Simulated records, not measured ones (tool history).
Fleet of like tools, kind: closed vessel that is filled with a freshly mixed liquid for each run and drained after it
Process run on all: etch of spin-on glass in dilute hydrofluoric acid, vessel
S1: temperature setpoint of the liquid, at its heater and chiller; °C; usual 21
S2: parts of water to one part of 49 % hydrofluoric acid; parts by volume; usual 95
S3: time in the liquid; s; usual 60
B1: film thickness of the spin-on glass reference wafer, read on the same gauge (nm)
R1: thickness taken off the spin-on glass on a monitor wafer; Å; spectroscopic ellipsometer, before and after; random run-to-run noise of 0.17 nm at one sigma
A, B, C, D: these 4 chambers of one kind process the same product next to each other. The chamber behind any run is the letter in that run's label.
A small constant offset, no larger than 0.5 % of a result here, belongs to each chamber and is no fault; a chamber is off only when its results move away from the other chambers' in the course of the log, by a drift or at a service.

Run 1D, hour 5.5: usual settings; B1 40.054. Result: R1 174.15 Å.
Run 2C, hour 10.7: usual settings; B1 40.004. Result: R1 172.83 Å.
Run 3B, hour 14.3: usual settings; B1 39.987. Result: R1 172.53 Å.
Run 4A, hour 18.4: usual settings; B1 40.034. Result: R1 173.88 Å.
Run 5A, hour 25.9: usual settings; B1 40.016. Result: R1 177.39 Å.
Run 6C, hour 33.4: usual settings; B1 39.999. Result: R1 175.52 Å.
Run 7B, hour 39.6: usual settings; B1 40.012. Result: R1 176.4 Å.
Run 8D, hour 43: usual settings; B1 40.01. Result: R1 176.23 Å.
Run 9D, hour 49: usual settings; B1 39.968. Result: R1 173.56 Å.
Run 10C, hour 56.2: usual settings; B1 39.995. Result: R1 176.37 Å.
Run 11B, hour 62.4: usual settings; B1 39.993. Result: R1 179.55 Å.
Run 12A, hour 67.8: usual settings; B1 40.011. Result: R1 175.97 Å.
Run 13D, hour 73.2: usual settings; B1 39.998. Result: R1 173.15 Å.
Run 14A, hour 79.7: usual settings; B1 39.999. Result: R1 174.89 Å.
Run 15C, hour 86: usual settings; B1 39.968. Result: R1 173.56 Å.
Run 16B, hour 92.9: usual settings but S1 25.5 °C; B1 40.016. Result: R1 220.36 Å.
Run 17D, hour 96.3: usual settings but S1 25.5 °C; B1 39.986. Result: R1 206.26 Å.
Run 18C, hour 100.2: usual settings but S1 25.5 °C; B1 40.012. Result: R1 208.24 Å.
Run 19A, hour 107: usual settings but S1 25.5 °C; B1 40.006. Result: R1 212.42 Å.
Run 20B, hour 114: usual settings; B1 39.983. Result: R1 187.39 Å.
Run 21B, hour 118.5: usual settings; B1 39.985. Result: R1 190.55 Å.
Run 22D, hour 125.2: usual settings but S2 45 parts by volume; B1 39.989. Result: R1 380.7 Å.
Run 23C, hour 130.7: usual settings but S2 45 parts by volume; B1 40.019. Result: R1 395.94 Å.
Run 24A, hour 135: usual settings but S2 45 parts by volume; B1 39.98. Result: R1 388.89 Å.
Run 25B, hour 140.3: usual settings but S2 45 parts by volume; B1 40.03. Result: R1 431.23 Å.
Run 26C, hour 147.6: usual settings; B1 39.997. Result: R1 174.84 Å.
Run 27D, hour 151.8: usual settings; B1 40.011. Result: R1 173.63 Å.

All chambers now run identical settings, listed one chamber a line with results as question marks. What results will each chamber show?
Run 28A, hour 157.6: usual settings. Result: R1 ?.
Run 28B, hour 157.6: usual settings. Result: R1 ?.
Run 28C, hour 157.6: usual settings. Result: R1 ?.
Run 28D, hour 157.6: usual settings. Result: R1 ?.

run      R1
28A  175.08
28B  194.53
28C  173.79
28D  175.01
